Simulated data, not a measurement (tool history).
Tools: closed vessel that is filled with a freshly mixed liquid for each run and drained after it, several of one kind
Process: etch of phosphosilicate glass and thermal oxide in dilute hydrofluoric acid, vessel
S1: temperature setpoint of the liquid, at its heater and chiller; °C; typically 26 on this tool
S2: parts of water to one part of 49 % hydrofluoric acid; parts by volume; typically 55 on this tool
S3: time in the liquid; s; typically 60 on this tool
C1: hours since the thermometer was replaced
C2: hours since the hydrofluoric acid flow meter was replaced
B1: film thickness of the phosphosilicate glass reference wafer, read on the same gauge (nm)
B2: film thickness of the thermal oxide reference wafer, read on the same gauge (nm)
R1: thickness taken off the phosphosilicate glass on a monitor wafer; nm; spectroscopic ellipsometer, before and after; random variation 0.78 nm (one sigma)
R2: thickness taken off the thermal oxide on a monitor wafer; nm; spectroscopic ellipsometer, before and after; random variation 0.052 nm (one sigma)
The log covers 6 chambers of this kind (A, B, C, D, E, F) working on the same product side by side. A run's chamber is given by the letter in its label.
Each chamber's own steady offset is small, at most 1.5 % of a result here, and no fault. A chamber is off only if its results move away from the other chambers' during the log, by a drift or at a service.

Run 1E, hour 9.6: usual settings; C1 1419.9; C2 420.7; B1 60.006; B2 40.007. Result: R1 234.17 nm, R2 5.9141 nm.
Run 2D, hour 23.3: usual settings; C1 275.1; C2 432.5; B1 59.991; B2 39.992. Result: R1 234.71 nm, R2 5.9804 nm.
Run 3C, hour 31.2: usual settings; C1 789.2; C2 591.6; B1 59.999; B2 39.989. Result: R1 232.85 nm, R2 5.903 nm.
Run 4F, hour 42.1: usual settings; C1 515.8; C2 677.1; B1 59.998; B2 39.991. Result: R1 232.96 nm, R2 5.8212 nm.
At hour 44.5: chamber D: hydrofluoric acid flow meter replaced.
Run 5B, hour 52.3: usual settings; C1 1715.4; C2 731.8; B1 60.011; B2 39.981. Result: R1 231.59 nm, R2 5.7369 nm.
Run 6A, hour 60.1: usual settings; C1 2144.9; C2 880; B1 59.98; B2 40.013. Result: R1 237.48 nm, R2 5.8315 nm.
Run 7A, hour 71.8: usual settings; C1 2156.6; C2 891.7; B1 59.997; B2 40. Result: R1 235.86 nm, R2 5.8919 nm.
Run 8F, hour 82.1: usual settings; C1 555.8; C2 717.1; B1 59.996; B2 39.999. Result: R1 232.99 nm, R2 5.8382 nm.
Run 9B, hour 95.7: usual settings; C1 1758.8; C2 775.2; B1 59.99; B2 40.019. Result: R1 231.77 nm, R2 5.8737 nm.
Run 10C, hour 105: usual settings; C1 863; C2 665.4; B1 60.011; B2 39.998. Result: R1 232.22 nm, R2 5.8697 nm.
Run 11E, hour 114.5: usual settings; C1 1524.8; C2 525.6; B1 59.984; B2 39.984. Result: R1 235.82 nm, R2 5.901 nm.
Run 12D, hour 125.7: usual settings; C1 377.5; C2 81.2; B1 60.014; B2 40.002. Result: R1 233 nm, R2 5.8884 nm.
Run 13C, hour 137.2: usual settings; C1 895.2; C2 697.6; B1 59.985; B2 40.028. Result: R1 230.68 nm, R2 5.8393 nm.
At hour 149.5: chamber A: thermometer replaced.
Run 14F, hour 150.1: usual settings; C1 623.8; C2 785.1; B1 60.015; B2 40.008. Result: R1 232.92 nm, R2 5.9041 nm.
Run 15E, hour 158.2: usual settings; C1 1568.5; C2 569.3; B1 60.014; B2 40.003. Result: R1 233.53 nm, R2 5.8714 nm.
Run 16A, hour 165.3: usual settings; C1 15.8; C2 985.2; B1 60.014; B2 40.011. Result: R1 236.3 nm, R2 5.7758 nm.
Run 17B, hour 173.7: usual settings; C1 1836.8; C2 853.2; B1 60.012; B2 40.009. Result: R1 232.42 nm, R2 5.8597 nm.
Run 18D, hour 185.8: usual settings; C1 437.6; C2 141.3; B1 59.993; B2 39.991. Result: R1 233.8 nm, R2 5.8717 nm.
Run 19E, hour 201.6: usual settings; C1 1611.9; C2 612.7; B1 60.004; B2 39.977. Result: R1 233.54 nm, R2 5.9357 nm.
Run 20C, hour 216.8: usual settings; C1 974.8; C2 777.2; B1 59.994; B2 40.007. Result: R1 232.02 nm, R2 5.8318 nm.
Run 21D, hour 227.8: usual settings; C1 479.6; C2 183.3; B1 59.989; B2 40.005. Result: R1 233.42 nm, R2 5.8643 nm.
Run 22A, hour 240.6: usual settings; C1 91.1; C2 1060.5; B1 59.998; B2 39.976. Result: R1 235.19 nm, R2 5.9221 nm.
Run 23F, hour 247.4: usual settings; C1 721.1; C2 882.4; B1 59.974; B2 39.999. Result: R1 234.11 nm, R2 5.9157 nm.
Run 24B, hour 260.1: usual settings; C1 1923.2; C2 939.6; B1 59.991; B2 40.003. Result: R1 233.99 nm, R2 5.8141 nm.
Run 25A, hour 268.8: usual settings; C1 119.3; C2 1088.7; B1 60.001; B2 39.989. Result: R1 237.36 nm, R2 5.8788 nm.
Run 26D, hour 278.2: usual settings; C1 530; C2 233.7; B1 59.985; B2 40.008. Result: R1 234.18 nm, R2 5.8894 nm.
Run 27B, hour 289.7: usual settings; C1 1952.8; C2 969.2; B1 60; B2 40.026. Result: R1 231.38 nm, R2 5.8819 nm.
Run 28C, hour 302.2: usual settings but S1 28.5 °C, S2 85 parts by volume; C1 1060.2; C2 862.6; B1 60.021; B2 40.002. Result: R1 158.67 nm, R2 4.0017 nm.
Run 29F, hour 312.1: usual settings but S1 28.5 °C, S2 85 parts by volume; C1 785.8; C2 947.1; B1 59.979; B2 39.987. Result: R1 161.42 nm, R2 4.122 nm.
Run 30E, hour 326.3: usual settings but S1 28.5 °C, S2 85 parts by volume; C1 1736.6; C2 737.4; B1 60.023; B2 40.012. Result: R1 160.07 nm, R2 4.0275 nm.
At hour 335.2: chamber B: thermometer replaced.
Run 31C, hour 335.2: usual settings but S1 28.5 °C, S2 85 parts by volume; C1 1093.2; C2 895.6; B1 59.992; B2 40.006. Result: R1 157.5 nm, R2 3.9839 nm.
Run 32D, hour 345.2: usual settings but S1 28.5 °C, S2 85 parts by volume; C1 597; C2 300.7; B1 59.979; B2 40.004. Result: R1 160.49 nm, R2 4.0647 nm.
Run 33A, hour 355.9: usual settings but S1 28.5 °C, S2 85 parts by volume; C1 206.4; C2 1175.8; B1 60.009; B2 39.995. Result: R1 163.52 nm, R2 4.097 nm.
Run 34E, hour 364.2: usual settings; C1 1774.5; C2 775.3; B1 59.992; B2 39.998. Result: R1 235.02 nm, R2 5.8183 nm.
Run 35F, hour 374.3: usual settings; C1 848; C2 1009.3; B1 59.996; B2 39.978. Result: R1 232.1 nm, R2 5.9833 nm.
Run 36B, hour 385.7: usual settings; C1 50.5; C2 1065.2; B1 59.994; B2 40.009. Result: R1 232.62 nm, R2 5.7911 nm.
Run 37E, hour 392.9: usual settings; C1 1803.2; C2 804; B1 60.015; B2 40.014. Result: R1 232.73 nm, R2 5.9287 nm.
Run 38F, hour 400.9: usual settings; C1 874.6; C2 1035.9; B1 60.022; B2 39.974. Result: R1 232.46 nm, R2 5.9224 nm.
Run 39B, hour 410.1: usual settings but S1 27.5 °C, S3 75 s; C1 74.9; C2 1089.6; B1 60.018; B2 39.972. Result: R1 308.9 nm, R2 7.9139 nm.

Next, all 6 chambers run the settings below, one line each with question marks for the results. What does each chamber give?
Run 40A, hour 421.5: usual settings. Result: R1 ?, R2 ?.
Run 40B, hour 421.5: usual settings. Result: R1 ?, R2 ?.
Run 40C, hour 421.5: usual settings. Result: R1 ?, R2 ?.
Run 40D, hour 421.5: usual settings. Result: R1 ?, R2 ?.
Run 40E, hour 421.5: usual settings. Result: R1 ?, R2 ?.
Run 40F, hour 421.5: usual settings. Result: R1 ?, R2 ?.

run      R1      R2
40A  234.93  5.9441
40B  234.06  5.8734
40C  231.31  5.7686
40D  235.72   5.932
40E   233.9  5.9373
40F  232.28  5.9189
